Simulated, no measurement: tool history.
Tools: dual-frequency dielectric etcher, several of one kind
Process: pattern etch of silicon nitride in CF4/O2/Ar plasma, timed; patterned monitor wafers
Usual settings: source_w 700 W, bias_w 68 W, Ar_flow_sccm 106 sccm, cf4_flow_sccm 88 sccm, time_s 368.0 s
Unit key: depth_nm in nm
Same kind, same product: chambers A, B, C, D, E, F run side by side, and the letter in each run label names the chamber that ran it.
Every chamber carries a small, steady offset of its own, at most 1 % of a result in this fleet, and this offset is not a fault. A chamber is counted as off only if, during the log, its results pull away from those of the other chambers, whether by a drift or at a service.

run	hour	source_w	bias_w	Ar_flow_sccm	cf4_flow_sccm	time_s	read-back reference wafer on the same gauge, depth_nm	depth_nm
1B	6.6	700	68	106	88	368.0	899.72	1023.80
2D	12.8	700	68	106	88	368.0	899.92	1020.50
3A	19.3	700	68	106	88	368.0	900.02	1025.70
4F	24.8	700	68	106	88	368.0	899.53	1032.70
5C	28.2	700	84	106	88	368.0	899.32	1123.70
6E	31.3	700	84	106	88	368.0	899.88	1123.10
7D	36.5	700	84	106	88	368.0	900.64	1121.80
8C	43.0	700	84	106	88	368.0	900.77	1117.40
9F	47.8	700	84	106	88	368.0	900.12	1123.30
10A	53.9	700	84	106	88	368.0	900.21	1117.10
11E	57.9	700	68	106	88	368.0	900.77	1035.80
12B	63.6	820	68	106	88	368.0	899.36	1184.10
13E	67.7	820	68	106	88	368.0	900.76	1184.00
14A	71.7	820	68	106	88	368.0	899.61	1180.50
15C	77.0	820	68	106	88	368.0	900.52	1183.60
16B	81.0	820	68	106	88	368.0	900.09	1181.20
# hour 83.1: chamber E: wet clean of the chamber
17F	86.1	820	68	106	88	368.0	899.81	1171.00
18D	92.3	700	68	106	88	368.0	901.05	1038.90
19A	95.4	700	68	106	88	368.0	900.25	1029.00
# hour 96.0: chamber C: wet clean of the chamber
# hour 97.1: chamber A: wet clean of the chamber
20B	100.1	700	68	106	88	368.0	899.42	1035.40
21F	106.4	700	68	106	88	368.0	899.42	1033.30
22C	111.9	700	68	106	88	368.0	900.04	1024.20
23D	116.3	700	68	106	88	368.0	900.37	1040.40
24E	121.1	700	68	106	88	368.0	899.84	1031.50
25A	124.9	700	68	106	88	368.0	900.43	1032.20
26D	128.0	700	68	106	88	368.0	900.60	1049.90
27F	134.6	700	68	106	88	368.0	899.37	1026.80
28E	137.5	700	68	106	88	368.0	900.37	1036.40
29B	140.9	700	68	106	88	368.0	900.32	1033.10
30C	145.6	700	68	106	88	368.0	900.91	1026.80
31A	152.1	700	68	106	88	368.0	900.69	1029.10
32E	156.3	700	68	106	88	368.0	899.47	1034.60
33F	161.6	880	68	106	88	445.5	900.48	1515.20
34B	167.6	880	68	106	88	445.5	899.94	1518.40
35D	174.2	880	68	106	88	445.5	899.34	1569.60
36C	177.4	880	68	106	88	445.5	899.85	1521.10
37E	180.5	880	68	106	88	445.5	899.16	1531.90
38D	184.3	880	68	106	88	445.5	900.59	1581.90

What goes on in this fleet: one chamber off, a drifting gauge, or nothing beyond the chambers' own small offsets? Name the chamber and the cause, if any.

Chamber D drifts away from the others.
Likeliest cause: etch rate over this chamber's usual, % = 4.77.
The log might look much the same if the cause were instead: source power that arrives over what is set, %.

Below are 4 candidate recipes for chamber D's next run, each the usual settings with a change, their results shown as question marks. Which of them brings D's results back in line with what the other chambers give on the usual settings?
In-line tolerance around the mean of the other chambers on the usual settings: depth_nm 14.00 nm
39D-1	189.1	690	68	106	88	360.0		?
39D-2	189.1	680	68	106	88	353.0		?
39D-3	189.1	720	69	106	88	382.0		?
39D-4	189.1	710	68	106	88	376.5		?

The other chambers' mean on the usual settings: depth_nm 1030.90 nm
run	depth_nm
39D-1	1031.30
39D-2	998.44
39D-3	1142.10
39D-4	1105.70
39D-1 puts the chamber back in line with the other chambers.
